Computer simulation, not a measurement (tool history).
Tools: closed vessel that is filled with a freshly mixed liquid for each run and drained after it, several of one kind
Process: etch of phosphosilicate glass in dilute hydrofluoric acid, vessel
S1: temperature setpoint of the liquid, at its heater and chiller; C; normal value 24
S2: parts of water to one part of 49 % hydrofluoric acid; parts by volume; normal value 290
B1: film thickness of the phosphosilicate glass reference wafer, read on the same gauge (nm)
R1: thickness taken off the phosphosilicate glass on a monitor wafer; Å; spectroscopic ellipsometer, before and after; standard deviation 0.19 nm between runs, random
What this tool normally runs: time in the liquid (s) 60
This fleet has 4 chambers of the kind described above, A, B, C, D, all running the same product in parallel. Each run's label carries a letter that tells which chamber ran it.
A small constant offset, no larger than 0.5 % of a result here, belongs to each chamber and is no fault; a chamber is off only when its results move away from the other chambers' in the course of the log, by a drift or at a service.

{"run": "1B", "hour": 7.9, "S1": 24, "S2": 290, "time in the liquid (s)": 60, "B1": 59.971, "R1": 222.39}
{"run": "2C", "hour": 15.0, "S1": 24, "S2": 290, "time in the liquid (s)": 60, "B1": 60.029, "R1": 219.18}
{"run": "3D", "hour": 19.3, "S1": 24, "S2": 290, "time in the liquid (s)": 60, "B1": 59.985, "R1": 224.79}
{"run": "4A", "hour": 25.1, "S1": 24, "S2": 290, "time in the liquid (s)": 60, "B1": 59.971, "R1": 218.05}
{"run": "5D", "hour": 31.0, "S1": 24, "S2": 290, "time in the liquid (s)": 60, "B1": 59.966, "R1": 221.51}
{"run": "6B", "hour": 35.1, "S1": 24, "S2": 290, "time in the liquid (s)": 60, "B1": 60.05, "R1": 221.73}
{"run": "7A", "hour": 43.7, "S1": 24, "S2": 290, "time in the liquid (s)": 60, "B1": 60.019, "R1": 219.03}
{"run": "8C", "hour": 47.6, "S1": 24, "S2": 290, "time in the liquid (s)": 60, "B1": 59.954, "R1": 222.64}
{"run": "9A", "hour": 53.0, "S1": 24, "S2": 290, "time in the liquid (s)": 60, "B1": 59.987, "R1": 225.05}
{"run": "10D", "hour": 59.0, "S1": 24, "S2": 290, "time in the liquid (s)": 60, "B1": 59.989, "R1": 217.39}
{"run": "11C", "hour": 66.2, "S1": 24, "S2": 290, "time in the liquid (s)": 60, "B1": 60.009, "R1": 221.36}
{"run": "12B", "hour": 74.1, "S1": 24, "S2": 290, "time in the liquid (s)": 60, "B1": 60.021, "R1": 219.02}
{"run": "13C", "hour": 81.4, "S1": 24, "S2": 290, "time in the liquid (s)": 60, "B1": 60.007, "R1": 218.91}
{"run": "14B", "hour": 86.2, "S1": 24, "S2": 175, "time in the liquid (s)": 70, "B1": 60.019, "R1": 484.8}
{"run": "15D", "hour": 93.6, "S1": 24, "S2": 175, "time in the liquid (s)": 70, "B1": 60.022, "R1": 479.18}
{"run": "16A", "hour": 99.0, "S1": 24, "S2": 175, "time in the liquid (s)": 70, "B1": 59.99, "R1": 481.94}
{"run": "17D", "hour": 107.3, "S1": 24, "S2": 175, "time in the liquid (s)": 70, "B1": 60.007, "R1": 466.73}
{"run": "18B", "hour": 115.7, "S1": 24, "S2": 290, "time in the liquid (s)": 60, "B1": 59.991, "R1": 221.45}
{"run": "19A", "hour": 119.7, "S1": 24, "S2": 290, "time in the liquid (s)": 60, "B1": 59.999, "R1": 221.3}
{"run": "20C", "hour": 128.0, "S1": 27.5, "S2": 430, "time in the liquid (s)": 60, "B1": 60.013, "R1": 147.62}
{"run": "21C", "hour": 132.6, "S1": 27.5, "S2": 430, "time in the liquid (s)": 60, "B1": 60.035, "R1": 146}
{"run": "22D", "hour": 141.0, "S1": 27.5, "S2": 430, "time in the liquid (s)": 60, "B1": 60.029, "R1": 147.16}
{"hour": 144.0, "done": "chamber D: hydrofluoric acid flow meter replaced"}
{"run": "23A", "hour": 145.8, "S1": 27.5, "S2": 430, "time in the liquid (s)": 60, "B1": 60.001, "R1": 146.27}
{"run": "24B", "hour": 150.5, "S1": 24, "S2": 290, "time in the liquid (s)": 60, "B1": 59.986, "R1": 220.47}
{"run": "25D", "hour": 154.5, "S1": 24, "S2": 290, "time in the liquid (s)": 60, "B1": 60.035, "R1": 223.27}
{"run": "26C", "hour": 159.8, "S1": 24, "S2": 290, "time in the liquid (s)": 80, "B1": 59.971, "R1": 299.02}
{"run": "27A", "hour": 166.1, "S1": 24, "S2": 290, "time in the liquid (s)": 80, "B1": 59.99, "R1": 295.27}
{"run": "28B", "hour": 172.6, "S1": 24, "S2": 290, "time in the liquid (s)": 80, "B1": 60.026, "R1": 296.89}
{"run": "29A", "hour": 181.0, "S1": 24, "S2": 290, "time in the liquid (s)": 80, "B1": 60.001, "R1": 295.69}
{"run": "30D", "hour": 188.2, "S1": 24, "S2": 290, "time in the liquid (s)": 60, "B1": 60.018, "R1": 221.18}
{"run": "31B", "hour": 192.4, "S1": 24, "S2": 290, "time in the liquid (s)": 60, "B1": 60.034, "R1": 222.75}
{"run": "32C", "hour": 200.8, "S1": 24, "S2": 290, "time in the liquid (s)": 60, "B1": 59.983, "R1": 222.59}
{"run": "33A", "hour": 205.0, "S1": 24, "S2": 290, "time in the liquid (s)": 60, "B1": 60.056, "R1": 220.14}
{"run": "34B", "hour": 212.5, "S1": 24, "S2": 290, "time in the liquid (s)": 60, "B1": 60.008, "R1": 220.16}
{"run": "35C", "hour": 218.6, "S1": 24, "S2": 290, "time in the liquid (s)": 60, "B1": 59.963, "R1": 222.65}
{"run": "36D", "hour": 224.4, "S1": 20.5, "S2": 290, "time in the liquid (s)": 90, "B1": 60.002, "R1": 291.16}
{"hour": 226.1, "done": "chamber C: thermometer replaced"}
{"run": "37C", "hour": 232.3, "S1": 20.5, "S2": 290, "time in the liquid (s)": 90, "B1": 60.033, "R1": 293.38}
{"run": "38A", "hour": 238.3, "S1": 20.5, "S2": 290, "time in the liquid (s)": 90, "B1": 60.029, "R1": 293.22}
{"run": "39B", "hour": 244.3, "S1": 20.5, "S2": 290, "time in the liquid (s)": 90, "B1": 60.006, "R1": 293.65}
{"run": "40D", "hour": 250.6, "S1": 24, "S2": 290, "time in the liquid (s)": 60, "B1": 60.017, "R1": 219.13}
{"run": "41B", "hour": 256.4, "S1": 24, "S2": 290, "time in the liquid (s)": 60, "B1": 60.003, "R1": 223.56}
{"run": "42D", "hour": 261.1, "S1": 24, "S2": 290, "time in the liquid (s)": 60, "B1": 59.984, "R1": 220.03}
{"run": "43C", "hour": 268.6, "S1": 24, "S2": 290, "time in the liquid (s)": 60, "B1": 59.989, "R1": 220.98}

For the next run the whole fleet of 4 chambers uses the same settings. Give each chamber's results:
{"run": "44A", "hour": 274.9, "S1": 24, "S2": 290, "time in the liquid (s)": 60, "R1": "?"}
{"run": "44B", "hour": 274.9, "S1": 24, "S2": 290, "time in the liquid (s)": 60, "R1": "?"}
{"run": "44C", "hour": 274.9, "S1": 24, "S2": 290, "time in the liquid (s)": 60, "R1": "?"}
{"run": "44D", "hour": 274.9, "S1": 24, "S2": 290, "time in the liquid (s)": 60, "R1": "?"}

run=44A R1=218.56
run=44B R1=223.85
run=44C R1=220.29
run=44D R1=222.39
